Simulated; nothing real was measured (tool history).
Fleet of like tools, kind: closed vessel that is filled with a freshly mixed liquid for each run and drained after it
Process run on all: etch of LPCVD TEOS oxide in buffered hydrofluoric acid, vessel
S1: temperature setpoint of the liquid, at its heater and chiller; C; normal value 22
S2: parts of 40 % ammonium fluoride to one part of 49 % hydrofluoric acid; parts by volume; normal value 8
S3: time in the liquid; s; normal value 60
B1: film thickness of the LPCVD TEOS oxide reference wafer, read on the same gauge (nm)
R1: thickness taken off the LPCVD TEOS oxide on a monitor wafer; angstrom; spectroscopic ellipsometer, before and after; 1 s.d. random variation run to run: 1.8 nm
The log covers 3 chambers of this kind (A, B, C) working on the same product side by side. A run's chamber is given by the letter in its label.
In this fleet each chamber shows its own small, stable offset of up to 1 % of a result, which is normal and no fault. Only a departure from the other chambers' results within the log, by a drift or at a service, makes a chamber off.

| run | hour | S1 | S2 | S3 | B1 | R1 |
|---|---|---|---|---|---|---|
| 1A | 7.4 | 22 | 8 | 60 | 90.006 | 1872.7 |
| 2B | 13.5 | 22 | 8 | 60 | 90.003 | 1841.3 |
|  | 17.4 | chamber B: hydrofluoric acid flow meter replaced |
| 3C | 22.0 | 22 | 8 | 60 | 90.007 | 1923.0 |
| 4B | 29.8 | 22 | 8 | 60 | 90.009 | 1881.4 |
| 5A | 35.4 | 22 | 8 | 60 | 89.996 | 1890.4 |
| 6C | 43.8 | 22 | 8 | 60 | 89.991 | 1895.7 |
| 7A | 49.0 | 22 | 8 | 60 | 89.992 | 1873.4 |
| 8B | 54.9 | 22 | 8 | 60 | 89.981 | 1890.0 |
| 9C | 63.8 | 22 | 8 | 60 | 90.017 | 1863.2 |
| 10A | 68.6 | 22 | 8 | 60 | 90.000 | 1883.8 |
| 11C | 77.7 | 22 | 8 | 60 | 90.000 | 1937.9 |
| 12B | 84.4 | 22 | 8 | 60 | 89.999 | 1865.2 |
| 13B | 90.1 | 22 | 8 | 60 | 90.003 | 1908.7 |
| 14A | 98.0 | 22 | 8 | 60 | 89.990 | 1879.7 |
| 15C | 105.7 | 22 | 8 | 60 | 90.005 | 1932.3 |
| 16A | 111.2 | 22 | 8 | 60 | 90.002 | 1891.0 |
| 17C | 116.8 | 22 | 8 | 60 | 90.010 | 1926.1 |
| 18B | 122.3 | 22 | 8 | 60 | 90.004 | 1847.7 |
| 19C | 129.6 | 22 | 8 | 60 | 90.003 | 1971.0 |
| 20B | 138.5 | 22 | 8 | 60 | 90.034 | 1867.1 |
| 21A | 145.2 | 22 | 8 | 60 | 90.012 | 1857.9 |
| 22C | 151.4 | 22 | 8 | 60 | 90.003 | 1975.5 |
| 23B | 159.0 | 22 | 8 | 60 | 90.016 | 1876.6 |
| 24A | 164.4 | 22 | 8 | 60 | 90.020 | 1858.0 |
| 25A | 173.5 | 22 | 8 | 60 | 90.003 | 1863.7 |
| 26C | 183.0 | 22 | 8 | 60 | 90.007 | 2005.5 |
| 27B | 190.9 | 22 | 8 | 60 | 89.994 | 1877.1 |
| 28A | 197.2 | 22 | 8 | 60 | 89.997 | 1863.0 |
|  | 204.5 | chamber C: hydrofluoric acid flow meter replaced |
| 29B | 204.7 | 22 | 8 | 60 | 90.000 | 1894.7 |
| 30C | 213.3 | 22 | 8 | 60 | 90.007 | 2004.1 |

Has any chamber moved away from the others, gradually or after a service, or does the common gauge drift, or do the chambers differ only by their own small steady offsets? State the chamber and the most likely cause if one applies.

Chamber C drifts away from the others.
Cause: liquid hotter than its thermometer reads (K) = 1.26.

Which of the 4 candidates below, each the usual settings with something changed and its results left as question marks, puts chamber C back in line with what the other chambers give on the usual settings?
In line here means within this much of the mean the other chambers give on the usual settings: R1 64.0 angstrom
| 31C-1 | 220.5 | 22.0 | 8 | 55 |  | ? |
| 31C-2 | 220.5 | 22.5 | 8 | 60 |  | ? |
| 31C-3 | 220.5 | 21.5 | 8 | 60 |  | ? |
| 31C-4 | 220.5 | 22.0 | 8 | 65 |  | ? |

Average result of the remaining chambers running the usual settings: R1 1867.3 angstrom
| run | R1 |
|---|---|
| 31C-1 | 1848.1 |
| 31C-2 | 2070.8 |
| 31C-3 | 1961.6 |
| 31C-4 | 2184.1 |
31C-1 puts the chamber back in line with the other chambers.
